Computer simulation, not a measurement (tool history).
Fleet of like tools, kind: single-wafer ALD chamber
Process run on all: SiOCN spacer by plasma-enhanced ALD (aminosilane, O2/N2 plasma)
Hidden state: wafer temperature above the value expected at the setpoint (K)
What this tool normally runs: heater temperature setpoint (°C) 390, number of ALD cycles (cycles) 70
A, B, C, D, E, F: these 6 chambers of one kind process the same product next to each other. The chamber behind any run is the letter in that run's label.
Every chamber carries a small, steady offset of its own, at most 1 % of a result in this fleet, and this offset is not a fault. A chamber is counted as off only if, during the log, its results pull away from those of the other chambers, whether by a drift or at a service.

| run | hour | heater temperature setpoint (°C) | number of ALD cycles (cycles) | hours since the last thermocouple change | read-back reference wafer on the same gauge, thickness_nm | mean film thickness on the monitor wafer (angstrom) |
|---|---|---|---|---|---|---|
| 1F | 2.7 | 390 | 70 | 1768.5 | 4.7403 | 42.274 |
| 2D | 6.6 | 390 | 70 | 1523.7 | 4.7409 | 42.603 |
| 3C | 10.9 | 390 | 70 | 2434 | 4.7419 | 42.282 |
| 4B | 14.2 | 390 | 70 | 115.7 | 4.7426 | 42.284 |
| 5A | 16.3 | 390 | 70 | 1693.6 | 4.744 | 42.314 |
| 6E | 19.5 | 390 | 70 | 162.4 | 4.7435 | 42.092 |
| 7B | 23.8 | 390 | 70 | 125.3 | 4.7437 | 42.404 |
| 8E | 26.5 | 390 | 70 | 169.4 | 4.7448 | 42.072 |
| 9F | 28.4 | 390 | 70 | 1794.2 | 4.7468 | 42.225 |
| 10C | 32.1 | 390 | 70 | 2455.2 | 4.7473 | 42.198 |
| 11A | 34 | 379 | 57 | 1711.3 | 4.747 | 34.6 |
| 12D | 36.1 | 379 | 57 | 1553.2 | 4.7493 | 34.74 |
| 13B | 39.4 | 379 | 57 | 140.9 | 4.7475 | 34.502 |
| 14E | 42.9 | 379 | 57 | 185.8 | 4.7477 | 34.296 |
| 15D | 45.8 | 379 | 57 | 1562.9 | 4.7503 | 34.754 |
| 16F | 48.8 | 379 | 57 | 1814.6 | 4.7495 | 34.42 |
| 17A | 52.3 | 390 | 70 | 1729.6 | 4.7498 | 42.495 |
| 18C | 54.2 | 399 | 78 | 2477.3 | 4.7507 | 47.219 |
| 19E | 56.5 | 399 | 78 | 199.4 | 4.7521 | 46.884 |
| 20C | 59.7 | 399 | 78 | 2482.8 | 4.7527 | 47.084 |
| 21D | 61.9 | 399 | 78 | 1579 | 4.7528 | 47.683 |
| 22F | 66 | 399 | 78 | 1831.8 | 4.7537 | 47.144 |
| 23B | 69.7 | 399 | 78 | 171.2 | 4.7546 | 47.264 |
| 24A | 72.9 | 390 | 70 | 1750.2 | 4.7549 | 42.552 |
| 25F | 75.3 | 390 | 70 | 1841.1 | 4.7567 | 42.334 |
| 26C | 78.7 | 390 | 70 | 2501.8 | 4.7563 | 42.481 |
| 27E | 81.5 | 402 | 70 | 224.4 | 4.7565 | 41.912 |
| 28A | 85.3 | 402 | 70 | 1762.6 | 4.7569 | 42.244 |
| 29D | 87.7 | 402 | 70 | 1604.8 | 4.7568 | 42.533 |
| 30B | 91.6 | 402 | 70 | 193.1 | 4.7586 | 42.179 |
| 31A | 94.2 | 402 | 70 | 1771.5 | 4.7593 | 42.262 |
| 32E | 97.7 | 402 | 70 | 240.6 | 4.7589 | 41.992 |
| 33F | 100.6 | 390 | 70 | 1866.4 | 4.7594 | 42.409 |
| 34D | 102.8 | 390 | 70 | 1619.9 | 4.7617 | 42.786 |
| 35B | 106.8 | 390 | 70 | 208.3 | 4.762 | 42.445 |
| 36C | 110.3 | 396 | 70 | 2533.4 | 4.7633 | 42.435 |
| 37A | 113.4 | 396 | 70 | 1790.7 | 4.7623 | 42.514 |
| 38C | 115.9 | 396 | 70 | 2539 | 4.7638 | 42.376 |

Read the log: is a single chamber off, either drifting away or since a service, is the gauge that measures every chamber drifting, or is nothing wrong beyond small per-chamber offsets? Name any odd chamber and what most likely caused it.

The shared gauge is drifting. All chambers look as if they move in step, but none is off.
What lies behind it: gauge reads high (%) = 0.507.
